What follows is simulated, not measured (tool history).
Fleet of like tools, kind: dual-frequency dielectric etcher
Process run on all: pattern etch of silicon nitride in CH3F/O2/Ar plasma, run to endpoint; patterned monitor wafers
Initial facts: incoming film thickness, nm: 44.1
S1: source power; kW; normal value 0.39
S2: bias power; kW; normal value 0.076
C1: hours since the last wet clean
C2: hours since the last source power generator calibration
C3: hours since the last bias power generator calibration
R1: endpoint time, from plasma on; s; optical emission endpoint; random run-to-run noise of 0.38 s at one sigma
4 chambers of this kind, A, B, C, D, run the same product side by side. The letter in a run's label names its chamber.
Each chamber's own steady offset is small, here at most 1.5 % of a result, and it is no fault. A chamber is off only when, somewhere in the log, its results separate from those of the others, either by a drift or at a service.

Run 1B, hour 5.5: usual settings; C1 52; C2 418.4; C3 956.7. Result: R1 63.359 s.
Run 2D, hour 12.4: usual settings; C1 123.4; C2 1360.5; C3 799.5. Result: R1 62.767 s.
Run 3A, hour 16.3: usual settings; C1 240.9; C2 762.6; C3 4023.6. Result: R1 63.349 s.
Run 4C, hour 21.3: usual settings; C1 269.1; C2 828.7; C3 1046. Result: R1 62.302 s.
Run 5C, hour 26.2: usual settings but S2 0.086 kW; C1 274; C2 833.6; C3 1050.9. Result: R1 59.942 s.
Run 6D, hour 30.1: usual settings but S2 0.086 kW; C1 141.1; C2 1378.2; C3 817.2. Result: R1 59.932 s.
Run 7B, hour 33.1: usual settings but S2 0.086 kW; C1 79.6; C2 446; C3 984.3. Result: R1 60.474 s.
Run 8A, hour 37.6: usual settings but S2 0.086 kW; C1 262.2; C2 783.9; C3 4044.9. Result: R1 59.734 s.
Run 9D, hour 44.3: usual settings; C1 155.3; C2 1392.4; C3 831.4. Result: R1 62.778 s.
Run 10B, hour 50.2: usual settings; C1 96.7; C2 463.1; C3 1001.4. Result: R1 62.589 s.
Run 11C, hour 54.9: usual settings; C1 302.7; C2 862.3; C3 1079.6. Result: R1 61.89 s.
Run 12A, hour 59.8: usual settings; C1 284.4; C2 806.1; C3 4067.1. Result: R1 62.967 s.
Run 13C, hour 65.7: usual settings; C1 313.5; C2 873.1; C3 1090.4. Result: R1 61.899 s.
Run 14A, hour 72.4: usual settings; C1 297; C2 818.7; C3 4079.7. Result: R1 62.69 s.
Run 15D, hour 78.4: usual settings; C1 189.4; C2 1426.5; C3 865.5. Result: R1 62.448 s.
Run 16B, hour 81.9: usual settings; C1 128.4; C2 494.8; C3 1033.1. Result: R1 62.697 s.
Run 17D, hour 88.2: usual settings; C1 199.2; C2 1436.3; C3 875.3. Result: R1 62.911 s.
Run 18B, hour 95.2: usual settings; C1 141.7; C2 508.1; C3 1046.4. Result: R1 62.896 s.
Run 19A, hour 101.4: usual settings; C1 326; C2 847.7; C3 4108.7. Result: R1 62.571 s.
Run 20C, hour 106.1: usual settings but S1 0.45 kW, S2 0.088 kW; C1 353.9; C2 913.5; C3 1130.8. Result: R1 55.444 s.
Run 21B, hour 111.2: usual settings but S1 0.45 kW, S2 0.088 kW; C1 157.7; C2 524.1; C3 1062.4. Result: R1 56.73 s.
Run 22A, hour 116.5: usual settings but S1 0.45 kW, S2 0.088 kW; C1 341.1; C2 862.8; C3 4123.8. Result: R1 55.222 s.
Run 23D, hour 123.2: usual settings but S1 0.45 kW, S2 0.088 kW; C1 234.2; C2 1471.3; C3 910.3. Result: R1 56.646 s.
Run 24C, hour 128.5: usual settings; C1 376.3; C2 935.9; C3 1153.2. Result: R1 62.463 s.
Run 25A, hour 134.4: usual settings; C1 359; C2 880.7; C3 4141.7. Result: R1 60.94 s.
Run 26B, hour 139.7: usual settings; C1 186.2; C2 552.6; C3 1090.9. Result: R1 63.203 s.
Run 27C, hour 145.5: usual settings; C1 393.3; C2 952.9; C3 1170.2. Result: R1 61.884 s.
Run 28D, hour 150.8: usual settings; C1 261.8; C2 1498.9; C3 937.9. Result: R1 63.087 s.
Run 29C, hour 157.1: usual settings but S1 0.34 kW, S2 0.065 kW; C1 404.9; C2 964.5; C3 1181.8. Result: R1 69.485 s.
Run 30B, hour 162.9: usual settings but S1 0.34 kW, S2 0.065 kW; C1 209.4; C2 575.8; C3 1114.1. Result: R1 70.336 s.

All 4 chambers run these settings next. Forecast each chamber's results:
Run 31A, hour 167.9: usual settings but S2 0.063 kW. Result: R1 ?.
Run 31B, hour 167.9: usual settings but S2 0.063 kW. Result: R1 ?.
Run 31C, hour 167.9: usual settings but S2 0.063 kW. Result: R1 ?.
Run 31D, hour 167.9: usual settings but S2 0.063 kW. Result: R1 ?.

run      R1
31A  63.951
31B  67.627
31C  66.226
31D  67.532
